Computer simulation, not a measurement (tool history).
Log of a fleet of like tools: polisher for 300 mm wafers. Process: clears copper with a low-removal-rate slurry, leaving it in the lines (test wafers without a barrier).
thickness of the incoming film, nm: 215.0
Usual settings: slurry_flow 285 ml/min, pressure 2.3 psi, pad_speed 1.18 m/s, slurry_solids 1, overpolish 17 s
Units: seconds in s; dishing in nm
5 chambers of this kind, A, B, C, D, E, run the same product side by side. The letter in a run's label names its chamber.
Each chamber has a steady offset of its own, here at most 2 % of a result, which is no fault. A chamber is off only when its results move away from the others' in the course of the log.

run,hour,slurry_flow,pressure,pad_speed,slurry_solids,overpolish,wafers polished on this pad,hours since the slurry nozzle was cleaned,hours since the head pressure was calibrated,hours since the slurry blender was calibrated,seconds,dishing
# hour 3.7: chamber A: worn pad replaced by a new one
# hour 8.3: chamber C: worn pad replaced by a new one
1B,8.9,285,2.3,1.18,1,17,1120,185.0,1235.7,105.5,74.565,32.941
# hour 11.9: chamber C: slurry blender recalibrated
# hour 14.0: chamber A: slurry blender recalibrated
2D,17.8,285,2.3,1.18,1,17,438,140.4,197.0,51.7,75.054,32.144
3C,24.9,285,2.3,1.18,1,17,125,116.7,253.4,13.1,76.069,33.973
# hour 29.2: chamber B: worn pad replaced by a new one
4A,29.8,285,2.3,1.18,1,17,197,133.9,483.4,15.8,75.906,31.893
# hour 29.9: chamber D: worn pad replaced by a new one
5E,38.9,285,2.3,1.18,1,17,750,151.5,1278.7,69.0,75.663,32.437
6A,44.1,285,2.3,1.18,1,17,305,148.2,497.7,30.1,75.989,31.927
7B,51.4,285,2.3,1.18,1,17,168,227.5,1278.2,148.0,76.881,32.488
# hour 56.1: chamber B: head pressure recalibrated
8E,56.5,285,2.3,1.18,1,17,883,169.1,1296.3,86.6,76.178,32.654
9C,66.8,285,2.3,1.18,1,17,442,158.6,295.3,55.0,76.967,31.571
10D,74.6,285,2.3,1.18,1,17,338,197.2,253.8,108.5,75.759,33.215
11B,81.2,285,2.3,1.18,1,17,393,257.3,25.2,177.8,76.747,33.316
12D,90.5,285,2.3,1.18,1,17,458,213.1,269.7,124.4,76.538,32.941
13C,95.6,285,2.3,1.18,1,17,660,187.4,324.1,83.8,75.529,33.220
14A,101.9,285,2.3,1.18,1,17,742,206.0,555.5,87.9,75.048,32.148
# hour 107.9: chamber D: worn pad replaced by a new one
15E,110.2,285,2.3,1.18,1,17,1290,222.8,1350.0,140.3,77.069,32.058
# hour 120.4: chamber C: worn pad replaced by a new one
16C,120.4,285,2.3,1.18,1,17,0,212.2,348.9,108.6,76.605,33.698
# hour 121.6: chamber E: worn pad replaced by a new one
# hour 122.4: chamber E: head pressure recalibrated
17A,125.1,285,2.3,1.18,1,17,918,229.2,578.7,111.1,76.799,32.372
# hour 126.4: chamber E: slurry blender recalibrated
# hour 129.5: chamber D: slurry nozzle cleaned
18D,134.9,285,2.3,1.18,1,17,204,5.5,314.1,168.8,76.766,32.757
19E,142.3,285,2.3,1.18,1,17,156,254.9,20.0,16.0,81.906,31.184
20B,152.2,285,2.3,1.18,1,17,930,328.3,96.2,248.8,75.589,32.165
21E,161.1,285,2.3,1.18,1,17,298,273.7,38.8,34.8,81.520,29.992
# hour 161.5: chamber C: slurry nozzle cleaned
# hour 163.0: chamber A: worn pad replaced by a new one
22B,169.3,220,2.3,1.18,1,17,1060,345.4,113.3,265.9,77.560,32.029
# hour 171.6: chamber B: worn pad replaced by a new one
# hour 177.7: chamber D: worn pad replaced by a new one
23A,178.9,220,2.3,1.18,1,17,120,283.0,632.5,164.9,78.474,32.104
24C,186.6,220,2.3,1.18,1,17,500,25.2,415.1,174.8,78.646,31.817
25D,196.6,220,2.3,1.18,1,17,143,67.2,375.8,230.5,77.264,32.266
26E,201.3,220,2.3,1.18,1,17,602,313.9,79.0,75.0,85.632,30.535
27A,211.5,285,2.3,1.18,1,17,367,315.6,665.1,197.5,75.889,31.689
# hour 216.9: chamber B: slurry nozzle cleaned
28C,220.9,285,2.3,1.18,1,17,760,59.5,449.4,209.1,76.028,33.987
29B,230.0,285,2.3,1.18,1,17,442,13.1,174.0,326.6,76.094,32.698
# hour 232.0: chamber C: worn pad replaced by a new one
30D,237.5,285,2.3,0.78,1,17,452,108.1,416.7,271.4,113.300,23.213
31D,242.3,285,2.3,0.78,1,17,488,112.9,421.5,276.2,113.690,23.084
# hour 243.6: chamber A: slurry blender recalibrated
# hour 247.5: chamber A: head pressure recalibrated
32A,248.5,285,2.3,0.78,1,17,647,352.6,1.0,5.0,117.020,21.976
# hour 254.1: chamber D: worn pad replaced by a new one
33B,254.2,285,2.3,0.78,1,17,625,37.3,198.2,350.8,113.840,23.518
34C,264.1,285,2.3,0.78,1,17,243,102.7,492.6,252.3,116.060,23.698
35E,273.4,285,2.3,1.18,1,17,1148,386.0,151.1,147.1,82.768,31.235
# hour 282.4: chamber E: worn pad replaced by a new one
36C,282.5,285,2.3,1.18,1,17,382,121.1,511.0,270.7,76.422,33.442
37A,287.4,285,2.3,1.18,1,17,941,391.5,39.9,43.9,75.701,32.399
# hour 289.3: chamber B: slurry blender recalibrated
38E,297.2,285,2.3,1.18,1,17,112,409.8,174.9,170.9,81.756,30.774
39B,303.3,285,2.3,1.18,1,17,996,86.4,247.3,14.0,75.230,33.276
40D,308.8,285,2.3,1.18,1,17,414,179.4,488.0,342.7,76.023,33.052
41C,314.5,285,2.3,1.18,1,21,624,153.1,543.0,302.7,75.979,39.318
# hour 316.6: chamber D: worn pad replaced by a new one
42D,320.3,285,2.3,1.18,1,21,28,190.9,499.5,354.2,75.507,38.856

Is one chamber off against the others, does the gauge drift, or is nothing wrong? If a chamber is off, say which, and what the likeliest cause is.

A service left chamber E off against the others.
Cause: head's pressure below its setpoint, % = 7.31.

Here are 4 candidates for chamber E's next run, each the usual settings with a change, their results left as question marks. Which one brings its results back in line with what the others give on the usual settings?
In line means no further than this from the other chambers' mean on the usual settings: seconds 3.100 s; dishing 2.200 nm
43E-1,327.7,285,2.4,1.22,1,17,,,,,?,?
43E-2,327.7,285,2.1,1.10,1,18,,,,,?,?
43E-3,327.7,285,2.5,1.28,1,16,,,,,?,?
43E-4,327.7,285,2.2,1.14,1,17,,,,,?,?

The other chambers' mean on the usual settings: seconds 76.099 s; dishing 32.673 nm
run,seconds,dishing
43E-1,76.886,33.121
43E-2,97.268,28.259
43E-3,70.387,33.975
43E-4,89.652,28.923
43E-1 brings the chamber back in line.

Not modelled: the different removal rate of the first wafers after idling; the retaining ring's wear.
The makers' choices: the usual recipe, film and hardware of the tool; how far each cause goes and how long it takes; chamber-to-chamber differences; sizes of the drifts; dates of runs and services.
